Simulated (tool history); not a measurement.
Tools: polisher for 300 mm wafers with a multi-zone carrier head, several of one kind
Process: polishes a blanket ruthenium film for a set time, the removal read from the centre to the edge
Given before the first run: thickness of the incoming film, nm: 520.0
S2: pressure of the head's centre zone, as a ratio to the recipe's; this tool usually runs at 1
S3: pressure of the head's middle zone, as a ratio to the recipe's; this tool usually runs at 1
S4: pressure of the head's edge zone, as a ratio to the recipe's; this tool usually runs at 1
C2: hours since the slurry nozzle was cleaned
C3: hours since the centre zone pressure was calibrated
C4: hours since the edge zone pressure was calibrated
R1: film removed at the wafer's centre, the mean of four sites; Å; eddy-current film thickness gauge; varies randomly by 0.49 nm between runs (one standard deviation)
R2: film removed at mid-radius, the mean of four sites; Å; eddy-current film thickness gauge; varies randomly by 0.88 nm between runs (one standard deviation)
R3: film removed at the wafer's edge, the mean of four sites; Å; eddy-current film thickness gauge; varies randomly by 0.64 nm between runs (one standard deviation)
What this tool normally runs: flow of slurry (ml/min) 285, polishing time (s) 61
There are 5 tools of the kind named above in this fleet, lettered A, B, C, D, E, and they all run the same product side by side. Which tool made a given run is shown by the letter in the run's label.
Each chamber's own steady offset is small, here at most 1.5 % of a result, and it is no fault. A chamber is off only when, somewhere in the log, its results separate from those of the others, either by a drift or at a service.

{"day": 0.1, "done": "chamber A: worn pad replaced by a new one"}
{"run": "1A", "day": 0.592, "flow of slurry (ml/min)": 285, "S2": 1, "S3": 1, "S4": 1, "polishing time (s)": 61, "wafers polished on this pad": 155, "C2": 109.5, "C3": 299.3, "C4": 851.2, "R1": 763.42, "R2": 778.83, "R3": 760.99}
{"run": "2D", "day": 0.933, "flow of slurry (ml/min)": 285, "S2": 1, "S3": 1, "S4": 1, "polishing time (s)": 61, "wafers polished on this pad": 633, "C2": 55.1, "C3": 719.6, "C4": 521, "R1": 757.46, "R2": 745.82, "R3": 740.1}
{"day": 0.983, "done": "chamber E: worn pad replaced by a new one"}
{"run": "3C", "day": 1.242, "flow of slurry (ml/min)": 285, "S2": 1, "S3": 1, "S4": 1, "polishing time (s)": 61, "wafers polished on this pad": 447, "C2": 46.3, "C3": 719, "C4": 133.6, "R1": 761.85, "R2": 750.25, "R3": 753.9}
{"run": "4B", "day": 1.704, "flow of slurry (ml/min)": 285, "S2": 1, "S3": 1, "S4": 1, "polishing time (s)": 61, "wafers polished on this pad": 1063, "C2": 156.6, "C3": 101.2, "C4": 847.5, "R1": 754.61, "R2": 748.2, "R3": 763.31}
{"day": 1.775, "done": "chamber B: worn pad replaced by a new one"}
{"run": "5E", "day": 2.079, "flow of slurry (ml/min)": 285, "S2": 1.12, "S3": 1, "S4": 1, "polishing time (s)": 61, "wafers polished on this pad": 346, "C2": 233.8, "C3": 584.3, "C4": 226.4, "R1": 863.56, "R2": 765.6, "R3": 764.96}
{"run": "6D", "day": 2.412, "flow of slurry (ml/min)": 285, "S2": 1.12, "S3": 1, "S4": 1, "polishing time (s)": 61, "wafers polished on this pad": 1099, "C2": 90.6, "C3": 755.1, "C4": 556.5, "R1": 852.92, "R2": 753.97, "R3": 749.33}
{"run": "7A", "day": 2.946, "flow of slurry (ml/min)": 285, "S2": 1.12, "S3": 1, "S4": 1, "polishing time (s)": 61, "wafers polished on this pad": 897, "C2": 166, "C3": 355.8, "C4": 907.7, "R1": 858.96, "R2": 769.43, "R3": 754.96}
{"day": 3.033, "done": "chamber D: worn pad replaced by a new one"}
{"day": 3.15, "done": "chamber A: centre zone pressure recalibrated"}
{"day": 3.192, "done": "chamber C: worn pad replaced by a new one"}
{"day": 3.217, "done": "chamber A: worn pad replaced by a new one"}
{"run": "8C", "day": 3.3, "flow of slurry (ml/min)": 285, "S2": 1.12, "S3": 1, "S4": 1, "polishing time (s)": 61, "wafers polished on this pad": 34, "C2": 95.7, "C3": 768.4, "C4": 183, "R1": 861.23, "R2": 752.41, "R3": 761.06}
{"run": "9E", "day": 3.858, "flow of slurry (ml/min)": 285, "S2": 1.12, "S3": 1, "S4": 1, "polishing time (s)": 61, "wafers polished on this pad": 907, "C2": 276.5, "C3": 627, "C4": 269.1, "R1": 849.12, "R2": 779.03, "R3": 758.94}
{"run": "10B", "day": 4.158, "flow of slurry (ml/min)": 285, "S2": 1, "S3": 1, "S4": 1, "polishing time (s)": 61, "wafers polished on this pad": 752, "C2": 215.5, "C3": 160.1, "C4": 906.4, "R1": 753.85, "R2": 755.53, "R3": 767.61}
{"day": 4.188, "done": "chamber E: worn pad replaced by a new one"}
{"run": "11E", "day": 4.738, "flow of slurry (ml/min)": 285, "S2": 1, "S3": 1, "S4": 1, "polishing time (s)": 61, "wafers polished on this pad": 174, "C2": 297.6, "C3": 648.1, "C4": 290.2, "R1": 762.05, "R2": 771.42, "R3": 751.67}
{"day": 5.017, "done": "chamber B: worn pad replaced by a new one"}
{"run": "12A", "day": 5.162, "flow of slurry (ml/min)": 285, "S2": 1, "S3": 1, "S4": 1, "polishing time (s)": 61, "wafers polished on this pad": 614, "C2": 219.2, "C3": 48.4, "C4": 960.9, "R1": 757.27, "R2": 754.81, "R3": 763.31}
{"run": "13D", "day": 5.542, "flow of slurry (ml/min)": 285, "S2": 1, "S3": 1, "S4": 1, "polishing time (s)": 61, "wafers polished on this pad": 791, "C2": 165.7, "C3": 830.2, "C4": 631.6, "R1": 760.42, "R2": 759.69, "R3": 748.18}
{"day": 6.004, "done": "chamber E: edge zone pressure recalibrated"}
{"run": "14C", "day": 6.083, "flow of slurry (ml/min)": 285, "S2": 1, "S3": 1, "S4": 1, "polishing time (s)": 61, "wafers polished on this pad": 912, "C2": 162.5, "C3": 835.2, "C4": 249.8, "R1": 752.63, "R2": 745.46, "R3": 775.71}
{"day": 6.45, "done": "chamber A: worn pad replaced by a new one"}
{"run": "15B", "day": 6.5, "flow of slurry (ml/min)": 285, "S2": 1, "S3": 1, "S4": 1, "polishing time (s)": 61, "wafers polished on this pad": 468, "C2": 271.7, "C3": 216.3, "C4": 962.6, "R1": 741.55, "R2": 750.09, "R3": 752.26}
{"day": 6.688, "done": "chamber C: worn pad replaced by a new one"}
{"run": "16E", "day": 6.975, "flow of slurry (ml/min)": 285, "S2": 1, "S3": 1, "S4": 1, "polishing time (s)": 61, "wafers polished on this pad": 879, "C2": 351.3, "C3": 701.8, "C4": 23.3, "R1": 752.53, "R2": 762.64, "R3": 759.62}
{"day": 7.121, "done": "chamber E: centre zone pressure recalibrated"}
{"day": 7.296, "done": "chamber E: worn pad replaced by a new one"}
{"day": 7.375, "done": "chamber D: worn pad replaced by a new one"}
{"run": "17A", "day": 7.517, "flow of slurry (ml/min)": 285, "S2": 1, "S3": 1, "S4": 1, "polishing time (s)": 61, "wafers polished on this pad": 336, "C2": 275.7, "C3": 104.9, "C4": 1017.4, "R1": 758.76, "R2": 765.72, "R3": 761.72}
{"day": 7.696, "done": "chamber A: slurry nozzle cleaned"}
{"day": 7.971, "done": "chamber D: centre zone pressure recalibrated"}
{"run": "18D", "day": 8.054, "flow of slurry (ml/min)": 285, "S2": 1, "S3": 1, "S4": 1, "polishing time (s)": 61, "wafers polished on this pad": 215, "C2": 226, "C3": 2.1, "C4": 691.9, "R1": 756.48, "R2": 776.1, "R3": 742.26}
{"run": "19C", "day": 8.517, "flow of slurry (ml/min)": 285, "S2": 1, "S3": 1, "S4": 1, "polishing time (s)": 61, "wafers polished on this pad": 576, "C2": 220.9, "C3": 893.6, "C4": 308.2, "R1": 767.5, "R2": 761.81, "R3": 759.75}
{"day": 8.917, "done": "chamber B: worn pad replaced by a new one"}
{"run": "20B", "day": 8.988, "flow of slurry (ml/min)": 285, "S2": 1, "S3": 1, "S4": 1, "polishing time (s)": 61, "wafers polished on this pad": 23, "C2": 331.4, "C3": 276, "C4": 1022.3, "R1": 742.14, "R2": 744.77, "R3": 741.23}
{"run": "21D", "day": 9.533, "flow of slurry (ml/min)": 285, "S2": 1, "S3": 1, "S4": 1, "polishing time (s)": 61, "wafers polished on this pad": 681, "C2": 261.5, "C3": 37.6, "C4": 727.4, "R1": 753.54, "R2": 764, "R3": 745.5}
{"day": 9.925, "done": "chamber C: worn pad replaced by a new one"}
{"day": 10.004, "done": "chamber A: worn pad replaced by a new one"}
{"run": "22A", "day": 10.233, "flow of slurry (ml/min)": 285, "S2": 1, "S3": 1, "S4": 1, "polishing time (s)": 50, "wafers polished on this pad": 73, "C2": 60.9, "C3": 170.1, "C4": 1082.6, "R1": 626.32, "R2": 620.36, "R3": 618.77}
{"day": 10.342, "done": "chamber E: worn pad replaced by a new one"}
{"run": "23C", "day": 10.917, "flow of slurry (ml/min)": 285, "S2": 1, "S3": 1, "S4": 1, "polishing time (s)": 50, "wafers polished on this pad": 313, "C2": 278.5, "C3": 951.2, "C4": 365.8, "R1": 627.11, "R2": 623.13, "R3": 629.63}
{"day": 10.925, "done": "chamber D: worn pad replaced by a new one"}
{"run": "24E", "day": 11.567, "flow of slurry (ml/min)": 285, "S2": 1, "S3": 1, "S4": 1, "polishing time (s)": 50, "wafers polished on this pad": 387, "C2": 461.5, "C3": 106.7, "C4": 133.5, "R1": 623.66, "R2": 631.16, "R3": 622.4}
{"run": "25B", "day": 12.021, "flow of slurry (ml/min)": 285, "S2": 1, "S3": 1, "S4": 1, "polishing time (s)": 50, "wafers polished on this pad": 980, "C2": 404.2, "C3": 348.8, "C4": 1095.1, "R1": 592.5, "R2": 593.62, "R3": 598.3}
{"day": 12.292, "done": "chamber B: worn pad replaced by a new one"}
{"run": "26C", "day": 12.642, "flow of slurry (ml/min)": 285, "S2": 1, "S3": 1, "S4": 1, "polishing time (s)": 50, "wafers polished on this pad": 857, "C2": 319.9, "C3": 992.6, "C4": 407.2, "R1": 632.43, "R2": 624.56, "R3": 630.53}
{"day": 12.717, "done": "chamber C: worn pad replaced by a new one"}
{"day": 13.096, "done": "chamber C: slurry nozzle cleaned"}
{"day": 13.175, "done": "chamber A: worn pad replaced by a new one"}
{"run": "27B", "day": 13.225, "flow of slurry (ml/min)": 285, "S2": 1, "S3": 1, "S4": 1, "polishing time (s)": 61, "wafers polished on this pad": 295, "C2": 433.1, "C3": 377.7, "C4": 1124, "R1": 716.61, "R2": 707.74, "R3": 742.11}
{"day": 13.5, "done": "chamber E: worn pad replaced by a new one"}
{"run": "28E", "day": 13.662, "flow of slurry (ml/min)": 285, "S2": 1, "S3": 1, "S4": 1, "polishing time (s)": 61, "wafers polished on this pad": 51, "C2": 511.8, "C3": 157, "C4": 183.8, "R1": 758.9, "R2": 764.88, "R3": 759.64}
{"run": "29D", "day": 14.067, "flow of slurry (ml/min)": 285, "S2": 1, "S3": 0.9, "S4": 1, "polishing time (s)": 61, "wafers polished on this pad": 991, "C2": 370.3, "C3": 146.4, "C4": 836.2, "R1": 753.99, "R2": 691.21, "R3": 752.13}
{"run": "30A", "day": 14.421, "flow of slurry (ml/min)": 285, "S2": 1, "S3": 0.9, "S4": 1, "polishing time (s)": 61, "wafers polished on this pad": 393, "C2": 161.4, "C3": 270.6, "C4": 1183.1, "R1": 758.3, "R2": 698, "R3": 765.95}
{"run": "31C", "day": 14.846, "flow of slurry (ml/min)": 285, "S2": 1, "S3": 0.9, "S4": 1, "polishing time (s)": 61, "wafers polished on this pad": 672, "C2": 42.1, "C3": 1045.5, "C4": 460.1, "R1": 762.52, "R2": 682.2, "R3": 756.13}
{"run": "32B", "day": 15.221, "flow of slurry (ml/min)": 285, "S2": 1, "S3": 0.9, "S4": 1, "polishing time (s)": 61, "wafers polished on this pad": 924, "C2": 481, "C3": 425.6, "C4": 1171.9, "R1": 710.25, "R2": 642.1, "R3": 725.1}

For the next run the whole fleet of 5 chambers uses the same settings. Give each chamber's results:
{"run": "33A", "day": 15.717, "flow of slurry (ml/min)": 285, "S2": 1, "S3": 1, "S4": 0.9, "polishing time (s)": 61, "R1": "?", "R2": "?", "R3": "?"}
{"run": "33B", "day": 15.717, "flow of slurry (ml/min)": 285, "S2": 1, "S3": 1, "S4": 0.9, "polishing time (s)": 61, "R1": "?", "R2": "?", "R3": "?"}
{"run": "33C", "day": 15.717, "flow of slurry (ml/min)": 285, "S2": 1, "S3": 1, "S4": 0.9, "polishing time (s)": 61, "R1": "?", "R2": "?", "R3": "?"}
{"run": "33D", "day": 15.717, "flow of slurry (ml/min)": 285, "S2": 1, "S3": 1, "S4": 0.9, "polishing time (s)": 61, "R1": "?", "R2": "?", "R3": "?"}
{"run": "33E", "day": 15.717, "flow of slurry (ml/min)": 285, "S2": 1, "S3": 1, "S4": 0.9, "polishing time (s)": 61, "R1": "?", "R2": "?", "R3": "?"}

run=33A R1=764.29 R2=762.95 R3=729.63
run=33B R1=711.34 R2=706.67 R3=686.59
run=33C R1=757.18 R2=761.04 R3=717.51
run=33D R1=755.43 R2=752.95 R3=705.49
run=33E R1=756.05 R2=768.09 R3=717.91
